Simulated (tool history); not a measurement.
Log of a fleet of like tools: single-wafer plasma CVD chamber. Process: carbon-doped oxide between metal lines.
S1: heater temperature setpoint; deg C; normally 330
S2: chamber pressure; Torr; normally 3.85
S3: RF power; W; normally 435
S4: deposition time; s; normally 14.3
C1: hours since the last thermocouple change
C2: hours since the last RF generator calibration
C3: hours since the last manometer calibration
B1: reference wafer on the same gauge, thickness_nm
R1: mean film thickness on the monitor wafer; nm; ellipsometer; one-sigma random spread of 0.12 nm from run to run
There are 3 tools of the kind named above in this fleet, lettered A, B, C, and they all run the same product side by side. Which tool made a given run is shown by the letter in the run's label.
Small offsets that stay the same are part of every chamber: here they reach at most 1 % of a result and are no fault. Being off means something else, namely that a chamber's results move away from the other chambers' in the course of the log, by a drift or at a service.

{"run": "1C", "hour": 4.1, "S1": 330, "S2": 3.85, "S3": 435, "S4": 14.3, "C1": 839.8, "C2": 641.4, "C3": 1017.2, "B1": 79.041, "R1": 69.562}
{"run": "2B", "hour": 8.2, "S1": 330, "S2": 3.85, "S3": 435, "S4": 14.3, "C1": 415.3, "C2": 1343.7, "C3": 1215.9, "B1": 79.058, "R1": 69.815}
{"run": "3A", "hour": 13.3, "S1": 330, "S2": 3.85, "S3": 435, "S4": 14.3, "C1": 2962.6, "C2": 305.9, "C3": 1028.9, "B1": 79.052, "R1": 68.484}
{"run": "4A", "hour": 17.2, "S1": 330, "S2": 3.85, "S3": 435, "S4": 14.3, "C1": 2966.5, "C2": 309.8, "C3": 1032.8, "B1": 79.043, "R1": 68.578}
{"run": "5B", "hour": 22.8, "S1": 330, "S2": 3.85, "S3": 435, "S4": 14.3, "C1": 429.9, "C2": 1358.3, "C3": 1230.5, "B1": 79.082, "R1": 69.692}
{"run": "6C", "hour": 26.3, "S1": 317, "S2": 3.85, "S3": 435, "S4": 14.3, "C1": 862, "C2": 663.6, "C3": 1039.4, "B1": 79.077, "R1": 73.397}
{"run": "7A", "hour": 30.5, "S1": 317, "S2": 3.85, "S3": 435, "S4": 14.3, "C1": 2979.8, "C2": 323.1, "C3": 1046.1, "B1": 79.071, "R1": 71.983}
{"run": "8B", "hour": 35.4, "S1": 317, "S2": 3.85, "S3": 435, "S4": 14.3, "C1": 442.5, "C2": 1370.9, "C3": 1243.1, "B1": 79.106, "R1": 73.467}
{"run": "9C", "hour": 41.4, "S1": 330, "S2": 3.85, "S3": 435, "S4": 14.3, "C1": 877.1, "C2": 678.7, "C3": 1054.5, "B1": 79.093, "R1": 69.74}
{"run": "10A", "hour": 45.8, "S1": 330, "S2": 3.85, "S3": 435, "S4": 14.3, "C1": 2995.1, "C2": 338.4, "C3": 1061.4, "B1": 79.16, "R1": 68.604}
{"run": "11B", "hour": 49.7, "S1": 330, "S2": 3.85, "S3": 435, "S4": 14.3, "C1": 456.8, "C2": 1385.2, "C3": 1257.4, "B1": 79.131, "R1": 70.059}
{"run": "12C", "hour": 53.1, "S1": 330, "S2": 3.85, "S3": 435, "S4": 14.3, "C1": 888.8, "C2": 690.4, "C3": 1066.2, "B1": 79.168, "R1": 69.927}
{"run": "13B", "hour": 56.0, "S1": 335, "S2": 3.85, "S3": 435, "S4": 11.5, "C1": 463.1, "C2": 1391.5, "C3": 1263.7, "B1": 79.161, "R1": 55.532}
{"run": "14A", "hour": 61.3, "S1": 335, "S2": 3.85, "S3": 435, "S4": 11.5, "C1": 3010.6, "C2": 353.9, "C3": 1076.9, "B1": 79.179, "R1": 54.491}
{"run": "15C", "hour": 66.7, "S1": 335, "S2": 3.85, "S3": 435, "S4": 11.5, "C1": 902.4, "C2": 704, "C3": 1079.8, "B1": 79.176, "R1": 55.413}
{"run": "16B", "hour": 70.4, "S1": 330, "S2": 3.85, "S3": 435, "S4": 14.3, "C1": 477.5, "C2": 1405.9, "C3": 1278.1, "B1": 79.195, "R1": 70.011}
{"run": "17A", "hour": 75.2, "S1": 330, "S2": 3.85, "S3": 435, "S4": 14.3, "C1": 3024.5, "C2": 367.8, "C3": 1090.8, "B1": 79.216, "R1": 68.703}
{"run": "18C", "hour": 80.4, "S1": 330, "S2": 3.85, "S3": 435, "S4": 14.3, "C1": 916.1, "C2": 717.7, "C3": 1093.5, "B1": 79.196, "R1": 69.891}
{"run": "19A", "hour": 84.7, "S1": 330, "S2": 3.85, "S3": 435, "S4": 14.3, "C1": 3034, "C2": 377.3, "C3": 1100.3, "B1": 79.256, "R1": 68.626}
{"run": "20C", "hour": 89.4, "S1": 330, "S2": 3.85, "S3": 435, "S4": 14.3, "C1": 925.1, "C2": 726.7, "C3": 1102.5, "B1": 79.264, "R1": 69.979}
{"run": "21B", "hour": 94.6, "S1": 330, "S2": 3.85, "S3": 435, "S4": 14.3, "C1": 501.7, "C2": 1430.1, "C3": 1302.3, "B1": 79.276, "R1": 70.015}
{"run": "22C", "hour": 100.3, "S1": 330, "S2": 2.99, "S3": 435, "S4": 16.2, "C1": 936, "C2": 737.6, "C3": 1113.4, "B1": 79.351, "R1": 77.207}
{"run": "23A", "hour": 104.5, "S1": 330, "S2": 2.99, "S3": 435, "S4": 16.2, "C1": 3053.8, "C2": 397.1, "C3": 1120.1, "B1": 79.337, "R1": 75.675}
{"run": "24B", "hour": 108.7, "S1": 330, "S2": 2.99, "S3": 435, "S4": 16.2, "C1": 515.8, "C2": 1444.2, "C3": 1316.4, "B1": 79.329, "R1": 77.28}
{"run": "25A", "hour": 114.0, "S1": 330, "S2": 3.85, "S3": 435, "S4": 14.3, "C1": 3063.3, "C2": 406.6, "C3": 1129.6, "B1": 79.324, "R1": 68.815}
{"run": "26B", "hour": 120.1, "S1": 330, "S2": 3.85, "S3": 435, "S4": 14.3, "C1": 527.2, "C2": 1455.6, "C3": 1327.8, "B1": 79.361, "R1": 70.184}
{"run": "27C", "hour": 122.7, "S1": 330, "S2": 3.85, "S3": 435, "S4": 14.3, "C1": 958.4, "C2": 760, "C3": 1135.8, "B1": 79.324, "R1": 69.998}
{"run": "28A", "hour": 128.7, "S1": 330, "S2": 3.85, "S3": 435, "S4": 14.3, "C1": 3078, "C2": 421.3, "C3": 1144.3, "B1": 79.371, "R1": 68.742}
{"run": "29B", "hour": 134.5, "S1": 330, "S2": 3.85, "S3": 435, "S4": 14.3, "C1": 541.6, "C2": 1470, "C3": 1342.2, "B1": 79.363, "R1": 70.144}
{"run": "30C", "hour": 140.0, "S1": 330, "S2": 3.85, "S3": 435, "S4": 14.3, "C1": 975.7, "C2": 777.3, "C3": 1153.1, "B1": 79.407, "R1": 70.23}
{"run": "31C", "hour": 144.1, "S1": 330, "S2": 3.85, "S3": 435, "S4": 14.3, "C1": 979.8, "C2": 781.4, "C3": 1157.2, "B1": 79.385, "R1": 70.115}
{"run": "32A", "hour": 147.9, "S1": 330, "S2": 3.85, "S3": 435, "S4": 14.3, "C1": 3097.2, "C2": 440.5, "C3": 1163.5, "B1": 79.446, "R1": 68.934}
{"run": "33B", "hour": 151.4, "S1": 330, "S2": 3.85, "S3": 435, "S4": 14.3, "C1": 558.5, "C2": 1486.9, "C3": 1359.1, "B1": 79.458, "R1": 70.345}
{"run": "34C", "hour": 155.5, "S1": 330, "S2": 3.85, "S3": 435, "S4": 14.3, "C1": 991.2, "C2": 792.8, "C3": 1168.6, "B1": 79.436, "R1": 70.232}
{"run": "35B", "hour": 161.1, "S1": 330, "S2": 3.85, "S3": 435, "S4": 14.3, "C1": 568.2, "C2": 1496.6, "C3": 1368.8, "B1": 79.461, "R1": 70.186}
{"run": "36A", "hour": 164.0, "S1": 336, "S2": 3.85, "S3": 435, "S4": 12.4, "C1": 3113.3, "C2": 456.6, "C3": 1179.6, "B1": 79.46, "R1": 58.59}
{"run": "37A", "hour": 167.6, "S1": 336, "S2": 3.85, "S3": 435, "S4": 12.4, "C1": 3116.9, "C2": 460.2, "C3": 1183.2, "B1": 79.523, "R1": 58.63}
{"run": "38C", "hour": 171.8, "S1": 336, "S2": 3.85, "S3": 435, "S4": 12.4, "C1": 1007.5, "C2": 809.1, "C3": 1184.9, "B1": 79.499, "R1": 59.706}
{"run": "39B", "hour": 175.0, "S1": 330, "S2": 3.85, "S3": 435, "S4": 14.3, "C1": 582.1, "C2": 1510.5, "C3": 1382.7, "B1": 79.518, "R1": 70.2}
{"run": "40A", "hour": 178.6, "S1": 330, "S2": 3.85, "S3": 435, "S4": 14.3, "C1": 3127.9, "C2": 471.2, "C3": 1194.2, "B1": 79.524, "R1": 69.111}

Does one chamber stand apart from the rest, does the shared gauge drift, or is all well apart from small per-chamber offsets? Give the chamber and the most likely cause, where there is one.

Gauge drift. The chambers move together only on paper, and none stands off.
Likeliest cause: gauge reads high (%) = 0.685.
